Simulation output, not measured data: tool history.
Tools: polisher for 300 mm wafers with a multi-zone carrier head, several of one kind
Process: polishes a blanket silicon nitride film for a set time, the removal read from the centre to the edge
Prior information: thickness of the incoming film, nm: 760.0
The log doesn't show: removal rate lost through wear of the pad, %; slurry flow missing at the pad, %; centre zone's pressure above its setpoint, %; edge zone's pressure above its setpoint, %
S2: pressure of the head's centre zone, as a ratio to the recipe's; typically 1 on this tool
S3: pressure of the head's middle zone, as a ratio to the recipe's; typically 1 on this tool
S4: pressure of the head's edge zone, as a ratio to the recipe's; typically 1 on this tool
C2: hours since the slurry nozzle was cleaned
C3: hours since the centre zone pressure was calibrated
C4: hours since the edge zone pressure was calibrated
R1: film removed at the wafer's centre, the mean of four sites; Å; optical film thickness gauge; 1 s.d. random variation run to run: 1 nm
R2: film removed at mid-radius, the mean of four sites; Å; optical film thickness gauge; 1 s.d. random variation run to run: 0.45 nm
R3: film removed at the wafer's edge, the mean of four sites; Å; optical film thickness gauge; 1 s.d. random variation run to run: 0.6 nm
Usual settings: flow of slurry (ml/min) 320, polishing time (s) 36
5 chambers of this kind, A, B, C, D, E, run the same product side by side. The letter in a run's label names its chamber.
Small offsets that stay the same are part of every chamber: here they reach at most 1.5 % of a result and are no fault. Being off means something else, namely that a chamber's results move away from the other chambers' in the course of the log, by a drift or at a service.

run 1B hour=12.4 | flow_of_slurry_(ml/min)=320 S2=1 S3=1 S4=1 polishing_time_(s)=36 | wafers_polished_on_this_pad=768 C2=306.5 C3=115.8 C4=931.9 | R1=728.91 R2=724.67 R3=722.66
-- hour=16.8 chamber A: worn pad replaced by a new one
run 2A hour=20.1 | flow_of_slurry_(ml/min)=320 S2=1 S3=1 S4=1 polishing_time_(s)=36 | wafers_polished_on_this_pad=41 C2=68.5 C3=259.6 C4=942.5 | R1=742.83 R2=731.08 R3=711.41
-- hour=26.9 chamber D: worn pad replaced by a new one
run 3C hour=33.8 | flow_of_slurry_(ml/min)=320 S2=1 S3=1 S4=1 polishing_time_(s)=36 | wafers_polished_on_this_pad=733 C2=290.2 C3=182 C4=323 | R1=737.39 R2=727.77 R3=724.8
run 4D hour=44.5 | flow_of_slurry_(ml/min)=320 S2=1 S3=1 S4=1 polishing_time_(s)=36 | wafers_polished_on_this_pad=221 C2=283.7 C3=473.5 C4=768.9 | R1=727.98 R2=729.41 R3=709.81
-- hour=45.7 chamber B: worn pad replaced by a new one
-- hour=56.1 chamber E: worn pad replaced by a new one
run 5E hour=56.7 | flow_of_slurry_(ml/min)=320 S2=1 S3=1 S4=1 polishing_time_(s)=36 | wafers_polished_on_this_pad=7 C2=270.6 C3=558.8 C4=89.5 | R1=724.69 R2=723.11 R3=727.48
run 6C hour=63.6 | flow_of_slurry_(ml/min)=320 S2=1 S3=1 S4=1 polishing_time_(s)=36 | wafers_polished_on_this_pad=1106 C2=320 C3=211.8 C4=352.8 | R1=731.02 R2=727.21 R3=728.47
-- hour=68.7 chamber C: worn pad replaced by a new one
run 7E hour=76.6 | flow_of_slurry_(ml/min)=320 S2=1 S3=1.08 S4=1 polishing_time_(s)=25 | wafers_polished_on_this_pad=256 C2=290.5 C3=578.7 C4=109.4 | R1=491.37 R2=537.02 R3=502.76
run 8B hour=88.7 | flow_of_slurry_(ml/min)=320 S2=1 S3=1.08 S4=1 polishing_time_(s)=25 | wafers_polished_on_this_pad=538 C2=382.8 C3=192.1 C4=1008.2 | R1=494.4 R2=545.62 R3=505.97
-- hour=93 chamber A: worn pad replaced by a new one
run 9A hour=99.1 | flow_of_slurry_(ml/min)=320 S2=1 S3=1.08 S4=1 polishing_time_(s)=25 | wafers_polished_on_this_pad=76 C2=147.5 C3=338.6 C4=1021.5 | R1=502.36 R2=532.99 R3=493.45
run 10D hour=113.5 | flow_of_slurry_(ml/min)=320 S2=1 S3=1.08 S4=1 polishing_time_(s)=25 | wafers_polished_on_this_pad=1084 C2=352.7 C3=542.5 C4=837.9 | R1=509.83 R2=541.78 R3=491.28
-- hour=118.9 chamber D: worn pad replaced by a new one
run 11A hour=126 | flow_of_slurry_(ml/min)=320 S2=1 S3=1.08 S4=1 polishing_time_(s)=25 | wafers_polished_on_this_pad=413 C2=174.4 C3=365.5 C4=1048.4 | R1=491.71 R2=536.72 R3=498.21
-- hour=131 chamber B: worn pad replaced by a new one
run 12B hour=136.3 | flow_of_slurry_(ml/min)=320 S2=1 S3=1 S4=1 polishing_time_(s)=36 | wafers_polished_on_this_pad=66 C2=430.4 C3=239.7 C4=1055.8 | R1=722.19 R2=734.91 R3=728.48
-- hour=141.2 chamber E: worn pad replaced by a new one
run 13D hour=150.9 | flow_of_slurry_(ml/min)=320 S2=1 S3=1 S4=1 polishing_time_(s)=36 | wafers_polished_on_this_pad=400 C2=390.1 C3=579.9 C4=875.3 | R1=731.33 R2=735.95 R3=708.19
-- hour=154.2 chamber B: edge zone pressure recalibrated
run 14E hour=165.7 | flow_of_slurry_(ml/min)=320 S2=1 S3=1 S4=1 polishing_time_(s)=36 | wafers_polished_on_this_pad=306 C2=379.6 C3=667.8 C4=198.5 | R1=747.09 R2=724.44 R3=725.85
-- hour=167.4 chamber C: worn pad replaced by a new one
run 15C hour=173.2 | flow_of_slurry_(ml/min)=320 S2=1 S3=1 S4=1 polishing_time_(s)=36 | wafers_polished_on_this_pad=72 C2=429.6 C3=321.4 C4=462.4 | R1=725.02 R2=730.9 R3=729.12
run 16D hour=184.7 | flow_of_slurry_(ml/min)=320 S2=1 S3=1 S4=1 polishing_time_(s)=36 | wafers_polished_on_this_pad=823 C2=423.9 C3=613.7 C4=909.1 | R1=744.2 R2=728.18 R3=712.56
-- hour=188.7 chamber A: worn pad replaced by a new one
run 17C hour=195.3 | flow_of_slurry_(ml/min)=320 S2=1 S3=1 S4=1 polishing_time_(s)=36 | wafers_polished_on_this_pad=349 C2=451.7 C3=343.5 C4=484.5 | R1=722.02 R2=729.1 R3=728.29
run 18B hour=204.2 | flow_of_slurry_(ml/min)=320 S2=1 S3=1 S4=1 polishing_time_(s)=36 | wafers_polished_on_this_pad=916 C2=498.3 C3=307.6 C4=50 | R1=717.51 R2=727.89 R3=724.53
run 19A hour=213.3 | flow_of_slurry_(ml/min)=320 S2=1 S3=1 S4=0.96 polishing_time_(s)=36 | wafers_polished_on_this_pad=307 C2=261.7 C3=452.8 C4=1135.7 | R1=745.23 R2=718.15 R3=701.17
-- hour=213.9 chamber D: worn pad replaced by a new one
-- hour=218.6 chamber A: edge zone pressure recalibrated
-- hour=218.9 chamber E: centre zone pressure recalibrated
-- hour=219.8 chamber B: worn pad replaced by a new one
run 20E hour=223.7 | flow_of_slurry_(ml/min)=320 S2=1 S3=1 S4=0.96 polishing_time_(s)=36 | wafers_polished_on_this_pad=1032 C2=437.6 C3=4.8 C4=256.5 | R1=729.2 R2=723.31 R3=720.53
-- hour=228.5 chamber E: worn pad replaced by a new one
run 21B hour=232.2 | flow_of_slurry_(ml/min)=320 S2=1 S3=1 S4=0.96 polishing_time_(s)=36 | wafers_polished_on_this_pad=155 C2=526.3 C3=335.6 C4=78 | R1=732.94 R2=728.77 R3=706.43
-- hour=242.4 chamber C: worn pad replaced by a new one
run 22E hour=242.9 | flow_of_slurry_(ml/min)=320 S2=1 S3=1 S4=0.96 polishing_time_(s)=36 | wafers_polished_on_this_pad=180 C2=456.8 C3=24 C4=275.7 | R1=725.48 R2=720.13 R3=714.33
run 23D hour=255.6 | flow_of_slurry_(ml/min)=320 S2=1 S3=1 S4=0.96 polishing_time_(s)=36 | wafers_polished_on_this_pad=522 C2=494.8 C3=684.6 C4=980 | R1=721.1 R2=733.57 R3=705.79
-- hour=256.6 chamber B: slurry nozzle cleaned
run 24C hour=263 | flow_of_slurry_(ml/min)=320 S2=1 S3=0.91 S4=1 polishing_time_(s)=36 | wafers_polished_on_this_pad=258 C2=519.4 C3=411.2 C4=552.2 | R1=727.2 R2=673.4 R3=731.86
run 25A hour=272.3 | flow_of_slurry_(ml/min)=320 S2=1 S3=0.91 S4=1 polishing_time_(s)=36 | wafers_polished_on_this_pad=1046 C2=320.7 C3=511.8 C4=53.8 | R1=720.58 R2=663.56 R3=719.68
-- hour=278.9 chamber A: worn pad replaced by a new one
run 26B hour=280.5 | flow_of_slurry_(ml/min)=320 S2=1 S3=0.91 S4=1 polishing_time_(s)=36 | wafers_polished_on_this_pad=759 C2=24 C3=383.9 C4=126.3 | R1=737.53 R2=666.14 R3=731.98
run 27D hour=292 | flow_of_slurry_(ml/min)=320 S2=1 S3=0.91 S4=1 polishing_time_(s)=36 | wafers_polished_on_this_pad=977 C2=531.2 C3=721 C4=1016.4 | R1=734.54 R2=668.32 R3=719.9
-- hour=297 chamber B: worn pad replaced by a new one
run 28C hour=300.8 | flow_of_slurry_(ml/min)=320 S2=1 S3=0.91 S4=1 polishing_time_(s)=36 | wafers_polished_on_this_pad=731 C2=557.2 C3=449 C4=590 | R1=721.03 R2=673.03 R3=723.6
run 29E hour=308 | flow_of_slurry_(ml/min)=320 S2=1 S3=1 S4=1 polishing_time_(s)=36 | wafers_polished_on_this_pad=995 C2=521.9 C3=89.1 C4=340.8 | R1=721.74 R2=717.77 R3=728.59
run 30A hour=316.3 | flow_of_slurry_(ml/min)=320 S2=1 S3=1 S4=1 polishing_time_(s)=36 | wafers_polished_on_this_pad=469 C2=364.7 C3=555.8 C4=97.8 | R1=721.87 R2=716.64 R3=710.2
-- hour=322.4 chamber D: slurry nozzle cleaned
-- hour=322.8 chamber E: worn pad replaced by a new one
run 31B hour=330.1 | flow_of_slurry_(ml/min)=320 S2=1 S3=1 S4=1 polishing_time_(s)=36 | wafers_polished_on_this_pad=414 C2=73.6 C3=433.5 C4=175.9 | R1=739.01 R2=739.65 R3=732.37
-- hour=331.8 chamber D: worn pad replaced by a new one
run 32E hour=337.1 | flow_of_slurry_(ml/min)=320 S2=1 S3=1 S4=1 polishing_time_(s)=36 | wafers_polished_on_this_pad=179 C2=551 C3=118.2 C4=369.9 | R1=721.39 R2=715.39 R3=733
-- hour=337.7 chamber C: worn pad replaced by a new one
run 33D hour=344.5 | flow_of_slurry_(ml/min)=320 S2=1 S3=1 S4=1 polishing_time_(s)=36 | wafers_polished_on_this_pad=160 C2=22.2 C3=773.5 C4=1068.9 | R1=730.48 R2=726.36 R3=721.03
run 34C hour=354.2 | flow_of_slurry_(ml/min)=320 S2=1 S3=1 S4=1 polishing_time_(s)=36 | wafers_polished_on_this_pad=206 C2=610.6 C3=502.4 C4=643.4 | R1=713.64 R2=736.84 R3=717.63
-- hour=359 chamber C: centre zone pressure recalibrated
-- hour=364.7 chamber A: worn pad replaced by a new one
run 35A hour=369.5 | flow_of_slurry_(ml/min)=320 S2=1 S3=1 S4=1 polishing_time_(s)=36 | wafers_polished_on_this_pad=60 C2=417.9 C3=609 C4=151 | R1=719.93 R2=717.51 R3=719
run 36C hour=378.2 | flow_of_slurry_(ml/min)=320 S2=1 S3=1 S4=1 polishing_time_(s)=36 | wafers_polished_on_this_pad=507 C2=634.6 C3=19.2 C4=667.4 | R1=737.16 R2=728.87 R3=741.51
run 37B hour=387.2 | flow_of_slurry_(ml/min)=320 S2=1 S3=1 S4=1 polishing_time_(s)=36 | wafers_polished_on_this_pad=1129 C2=130.7 C3=490.6 C4=233 | R1=703.51 R2=734.35 R3=721.49
run 38A hour=398.6 | flow_of_slurry_(ml/min)=320 S2=1 S3=1 S4=1 polishing_time_(s)=36 | wafers_polished_on_this_pad=424 C2=447 C3=638.1 C4=180.1 | R1=706.02 R2=719.46 R3=714.36
-- hour=406 chamber E: worn pad replaced by a new one
run 39E hour=410.3 | flow_of_slurry_(ml/min)=320 S2=1 S3=1 S4=1 polishing_time_(s)=36 | wafers_polished_on_this_pad=53 C2=624.2 C3=191.4 C4=443.1 | R1=730.03 R2=719.02 R3=737.77
run 40D hour=419.7 | flow_of_slurry_(ml/min)=320 S2=1 S3=1 S4=1 polishing_time_(s)=36 | wafers_polished_on_this_pad=1100 C2=97.4 C3=848.7 C4=1144.1 | R1=716.66 R2=730.24 R3=718.25
run 41A hour=429.7 | flow_of_slurry_(ml/min)=320 S2=1 S3=1 S4=1 polishing_time_(s)=36 | wafers_polished_on_this_pad=813 C2=478.1 C3=669.2 C4=211.2 | R1=713.75 R2=716.71 R3=719.42

Next, all 5 chambers run the settings below, one line each with question marks for the results. What does each chamber give?
run 42A hour=440.9 | flow_of_slurry_(ml/min)=320 S2=1 S3=1 S4=1 polishing_time_(s)=36 | R1=? R2=? R3=?
run 42B hour=440.9 | flow_of_slurry_(ml/min)=320 S2=1 S3=1 S4=1 polishing_time_(s)=36 | R1=? R2=? R3=?
run 42C hour=440.9 | flow_of_slurry_(ml/min)=320 S2=1 S3=1 S4=1 polishing_time_(s)=36 | R1=? R2=? R3=?
run 42D hour=440.9 | flow_of_slurry_(ml/min)=320 S2=1 S3=1 S4=1 polishing_time_(s)=36 | R1=? R2=? R3=?
run 42E hour=440.9 | flow_of_slurry_(ml/min)=320 S2=1 S3=1 S4=1 polishing_time_(s)=36 | R1=? R2=? R3=?

run=42A R1=707.4 R2=722.22 R3=717.84
run=42B R1=722.87 R2=730.8 R3=720.02
run=42C R1=726.08 R2=723.91 R3=719.43
run=42D R1=734.12 R2=733.46 R3=713.43
run=42E R1=738.02 R2=715.11 R3=727.23
